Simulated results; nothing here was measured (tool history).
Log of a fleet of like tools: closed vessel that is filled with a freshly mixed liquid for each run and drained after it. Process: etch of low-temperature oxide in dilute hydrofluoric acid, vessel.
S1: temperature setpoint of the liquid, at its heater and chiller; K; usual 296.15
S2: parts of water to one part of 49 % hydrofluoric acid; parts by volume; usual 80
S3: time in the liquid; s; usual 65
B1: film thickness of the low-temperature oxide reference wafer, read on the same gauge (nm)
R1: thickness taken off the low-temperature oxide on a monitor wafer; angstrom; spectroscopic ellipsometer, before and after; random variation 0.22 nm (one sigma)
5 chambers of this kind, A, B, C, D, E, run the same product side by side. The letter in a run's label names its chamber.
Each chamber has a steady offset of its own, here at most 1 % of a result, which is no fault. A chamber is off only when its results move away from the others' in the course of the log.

run,day,S1,S2,S3,B1,R1
1D,0.292,296.15,80,65,49.964,252.39
2E,0.483,296.15,80,65,50.01,252.96
3C,0.912,296.15,80,65,49.979,256.38
4B,1.125,296.15,80,65,49.982,255.72
5A,1.425,296.15,80,65,50.012,260.75
6D,1.671,296.15,80,65,49.995,262.73
7E,2.088,296.15,80,65,50.008,255.88
# day 2.225: chamber A: hydrofluoric acid flow meter replaced
8C,2.467,296.15,80,65,49.982,260.43
9A,2.7,296.15,80,65,50.012,255.64
10B,2.929,296.15,80,65,49.996,253.99
11E,3.288,296.15,80,85,49.979,336.69
12D,3.617,296.15,80,85,49.994,337.31
13B,3.962,296.15,80,85,49.968,338.39
14C,4.179,296.15,80,85,50.012,337.87
15A,4.562,296.15,80,85,49.989,336.95
16B,4.912,296.15,80,65,50,255.71
17A,5.112,296.15,80,85,50.002,336.83
18E,5.304,296.15,80,85,49.998,336.23
19C,5.721,296.15,80,85,50.003,338.4
20D,5.958,296.15,80,85,49.998,335.49
21C,6.342,296.15,80,85,50.004,337.12
22D,6.725,294.65,80,30,49.999,111.99
23A,7.108,294.65,80,30,49.995,111.38
24E,7.3,294.65,80,30,50.037,111.72
25B,7.525,294.65,80,30,50.008,110.16
26B,7.842,294.65,80,30,50.002,110.53
27D,8.071,292.15,80,30,49.977,100.89
28A,8.454,292.15,80,30,50.022,100.25
29E,8.704,292.15,80,30,50.024,99.878
30C,9.142,292.15,80,30,50.015,99.937
31D,9.554,292.15,80,30,50.01,100.77
32C,9.896,296.15,80,65,50.032,258.04
# day 10.217: chamber B: hydrofluoric acid flow meter replaced
33B,10.262,292.65,80,100,49.994,339.1
34A,10.525,292.65,80,100,50.009,344.17

What goes on in this fleet: one chamber off, a drifting gauge, or nothing beyond the chambers' own small offsets? Name the chamber and the cause, if any.

No chamber stands off beyond its own small offset, and the gauge holds steady.

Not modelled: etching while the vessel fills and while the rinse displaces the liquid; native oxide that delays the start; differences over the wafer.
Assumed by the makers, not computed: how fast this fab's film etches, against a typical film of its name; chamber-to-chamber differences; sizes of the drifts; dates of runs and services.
